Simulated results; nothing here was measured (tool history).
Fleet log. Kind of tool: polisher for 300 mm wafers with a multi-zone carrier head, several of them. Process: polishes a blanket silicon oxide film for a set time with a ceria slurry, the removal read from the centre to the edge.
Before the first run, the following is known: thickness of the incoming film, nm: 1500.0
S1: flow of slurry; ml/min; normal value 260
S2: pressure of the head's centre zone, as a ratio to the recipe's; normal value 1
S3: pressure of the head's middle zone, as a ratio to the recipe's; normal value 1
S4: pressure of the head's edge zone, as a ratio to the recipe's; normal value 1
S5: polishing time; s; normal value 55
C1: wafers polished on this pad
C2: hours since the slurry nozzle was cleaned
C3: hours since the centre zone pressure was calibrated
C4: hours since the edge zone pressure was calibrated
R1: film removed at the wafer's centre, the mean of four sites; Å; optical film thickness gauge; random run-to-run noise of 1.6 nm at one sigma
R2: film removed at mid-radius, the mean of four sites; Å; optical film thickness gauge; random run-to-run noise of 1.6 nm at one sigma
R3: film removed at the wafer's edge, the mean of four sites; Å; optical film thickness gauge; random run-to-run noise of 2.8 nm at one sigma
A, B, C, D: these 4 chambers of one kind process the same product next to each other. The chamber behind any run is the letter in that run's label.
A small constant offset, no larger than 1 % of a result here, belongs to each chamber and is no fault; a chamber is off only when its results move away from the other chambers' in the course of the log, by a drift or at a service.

run   hour   S1  S2  S3    S4  S5    C1     C2     C3      C4      R1      R2      R3
       7.7  -- chamber D: worn pad replaced by a new one
      14.9  -- chamber A: worn pad replaced by a new one
 1D   15.3  260   1   1     1  55    98  580.2  306.2     274  2467.2  2486.9  2453.6
 2B   28.4  260   1   1     1  55   984  585.5  173.2   264.3  2468.1    2511  2477.1
 3A   40.4  260   1   1     1  55   328  281.2  360.4   537.9  2481.9  2510.8  2441.4
 4C   51.2  260   1   1     1  55   820  467.4  556.7   739.9  2488.7  2479.1  2525.5
 5D   59.4  260   1   1     1  55   664  624.3  350.3   318.1  2457.7  2488.8  2401.5
 6B   66.9  260   1   1     1  55  1478    624  211.7   302.8  2460.5  2515.8  2449.7
 7A   76.8  260   1   1     1  55   795  317.6  396.8   574.3  2487.5    2503  2480.3
      81.2  -- chamber B: slurry nozzle cleaned
      83.9  -- chamber D: worn pad replaced by a new one
 8C   86.7  260   1   1     1  55  1276  502.9  592.2   775.4  2480.5  2457.9  2434.3
        94  -- chamber C: worn pad replaced by a new one
 9A   95.1  260   1   1     1  55  1030  335.9  415.1   592.6  2468.8  2522.3  2457.8
      96.2  -- chamber A: worn pad replaced by a new one
10B  103.4  260   1   1  1.08  55  1947   22.2  248.2   339.3  2445.6  2505.5  2523.1
11D  115.9  260   1   1  1.08  55   412  680.8  406.8   374.6  2467.4  2468.1  2524.2
12C  126.9  260   1   1  1.08  55   422  543.1  632.4   815.6  2495.5  2479.9    2561
13B  137.1  260   1   1  1.08  55  2380   55.9  281.9     373  2411.3  2459.5  2522.8
14A  150.5  260   1   1     1  55   697  391.3  470.5     648  2486.7  2524.4  2500.3
15D  158.9  260   1   1     1  55   964  723.8  449.8   417.6  2488.4  2461.7  2463.6
     164.6  -- chamber D: worn pad replaced by a new one
16C  172.7  260   1   1     1  55  1010  588.9  678.2   861.4  2512.2  2459.5  2526.4
     176.6  -- chamber A: worn pad replaced by a new one
     179.1  -- chamber D: slurry nozzle cleaned
17D  185.3  260   1   1     1  55   267    6.2  476.2     444  2458.7  2491.3  2437.9
     187.1  -- chamber C: worn pad replaced by a new one
18C  194.4  260   1   1  1.08  38    94  610.6  699.9   883.1  1723.5  1691.7  1798.7
19B  204.3  260   1   1  1.08  38  3243  123.1  349.1   440.2  1652.2  1670.4  1711.1
20A  218.4  260   1   1  1.08  38   537  459.2  538.4   715.9    1680  1723.2  1815.2
21C  228.2  260   1   1  1.08  38   528  644.4  733.7   916.9  1735.6    1711  1763.7
     231.2  -- chamber D: worn pad replaced by a new one
22B  244.3  260   1   1     1  55  3757  163.1  389.1   480.2  2381.5    2393  2397.2
     257.1  -- chamber A: worn pad replaced by a new one
23A  257.6  260   1   1     1  55     6  498.4  577.6   755.1  2470.2  2476.4  2510.7
     267.5  -- chamber C: centre zone pressure recalibrated
24D  268.6  260   1   1     1  55   481   89.5  559.5   527.3  2476.2  2477.4  2477.6
25D  280.9  290   1   1     1  48   639  101.8  571.8   539.6  2191.7  2198.7    2146
     281.6  -- chamber A: slurry nozzle cleaned
26C    293  290   1   1     1  48  1360  709.2   25.6   981.7  2218.8    2146  2195.5
27B    300  290   1   1     1  48  4472  218.8  444.8   535.9  2067.4    2083  2053.9
     300.1  -- chamber C: worn pad replaced by a new one
     301.2  -- chamber C: slurry nozzle cleaned
     304.6  -- chamber D: worn pad replaced by a new one
28A  315.1  290   1   1     1  48   745   33.6  635.1   812.6  2185.5  2226.6  2189.7
29C  323.1  260   1   1  1.08  39   295   21.9   55.7  1011.8  1761.1  1753.4    1868
30D  335.8  260   1   1  1.08  39   400  156.7  626.7   594.5    1757    1749  1815.9
     342.6  -- chamber A: worn pad replaced by a new one
31B  350.8  260   1   1  1.08  39  5125  269.6  495.6   586.7  1637.4  1656.7  1717.8
32A  364.8  260   1   1  1.08  39   286   83.3  684.8   862.3    1754  1754.5  1798.8
33A  380.6  260   1   1     1  55   489   99.1  700.6   878.1    2471  2512.7  2484.1

Predict what each chamber gives when all 4 of them run the settings below next.
34A  392.2  260   1   1   1  55                   ?   ?   ?
34B  392.2  260   1   1   1  55                   ?   ?   ?
34C  392.2  260   1   1   1  55                   ?   ?   ?
34D  392.2  260   1   1   1  55                   ?   ?   ?

run      R1      R2      R3
34A  2458.3  2517.6  2500.5
34B  2297.3    2302  2239.7
34C    2519  2468.3  2524.7
34D  2423.7  2472.6  2460.9
